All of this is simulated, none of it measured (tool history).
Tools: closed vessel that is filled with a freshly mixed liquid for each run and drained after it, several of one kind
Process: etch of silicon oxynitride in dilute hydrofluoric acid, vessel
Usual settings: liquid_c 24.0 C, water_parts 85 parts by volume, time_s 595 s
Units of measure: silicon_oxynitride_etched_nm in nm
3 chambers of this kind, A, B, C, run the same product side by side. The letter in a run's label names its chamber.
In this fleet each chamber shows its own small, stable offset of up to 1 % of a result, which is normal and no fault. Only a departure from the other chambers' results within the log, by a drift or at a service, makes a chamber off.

run  hour  liquid_c  water_parts  time_s  read-back film thickness of the silicon oxynitride reference wafer, read on the same gauge (nm)  silicon_oxynitride_etched_nm
 1B   3.7      24.0           85     595                                                                                           50.000                        15.793
 2C   8.0      24.0           85     595                                                                                           49.989                        15.545
 3A  10.9      24.0           85     595                                                                                           49.989                        15.719
 4C  13.2      24.0           85     595                                                                                           49.995                        15.561
 5A  17.1      24.0           85     595                                                                                           50.010                        15.715
 6B  19.8      24.0           85     595                                                                                           50.004                        15.837
 7B  22.9      24.0           85     410                                                                                           50.005                        10.931
 8C  26.4      24.0           85     410                                                                                           50.014                        10.769
 9A  31.3      24.0           85     410                                                                                           50.018                        10.767
10C  34.0      24.0           85     595                                                                                           50.000                        15.652
11B  38.2      24.0           85     595                                                                                           50.004                        15.954
12A  40.5      24.0           85     595                                                                                           50.010                        15.691
13B  44.6      24.0           85     595                                                                                           50.000                        15.909
14A  47.0      24.0           85     595                                                                                           49.993                        15.641
15C  51.8      24.0           85     715                                                                                           50.015                        18.768
16A  56.1      24.0           85     715                                                                                           50.016                        18.814
17C  60.7      24.0           85     715                                                                                           50.006                        18.698
18B  64.7      24.0           85     595                                                                                           49.990                        16.104
19B  67.0      25.5           85     915                                                                                           50.014                        26.481
20C  69.4      25.5           85     915                                                                                           50.009                        25.679
21A  71.6      25.5           85     915                                                                                           50.014                        25.912
22C  75.0      24.0           85     595                                                                                           49.973                        15.696
23B  79.3      24.0           85     595                                                                                           49.980                        16.028

Which is it: a chamber that has drifted or been left off by a service, a gauge drift common to all chambers, or only each chamber's usual small offset? If a chamber is off, name it and its likeliest cause.

Chamber B drifts away from the others.
What lies behind it: hydrofluoric acid flow above the setpoint (%) = 2.17.
With only this log, it may be confused with: liquid hotter than its thermometer reads (K).

Which of the 4 candidates below, each the usual settings with something changed and its results left as question marks, puts chamber B back in line with what the other chambers give on the usual settings?
A result is in line if it is within this distance of the other chambers' mean on the usual settings: silicon_oxynitride_etched_nm 0.200 nm
24B-1  82.8      24.0           85     610                                                                                                                              ?
24B-2  82.8      24.0           85     580                                                                                                                              ?
24B-3  82.8      24.0           85     635                                                                                                                              ?
24B-4  82.8      24.0           90     595                                                                                                                              ?

Other chambers, usual settings, mean: silicon_oxynitride_etched_nm 15.637 nm
  run  silicon_oxynitride_etched_nm
24B-1                        16.514
24B-2                        15.702
24B-3                        17.191
24B-4                        15.163
24B-2 puts the chamber back in line with the other chambers.
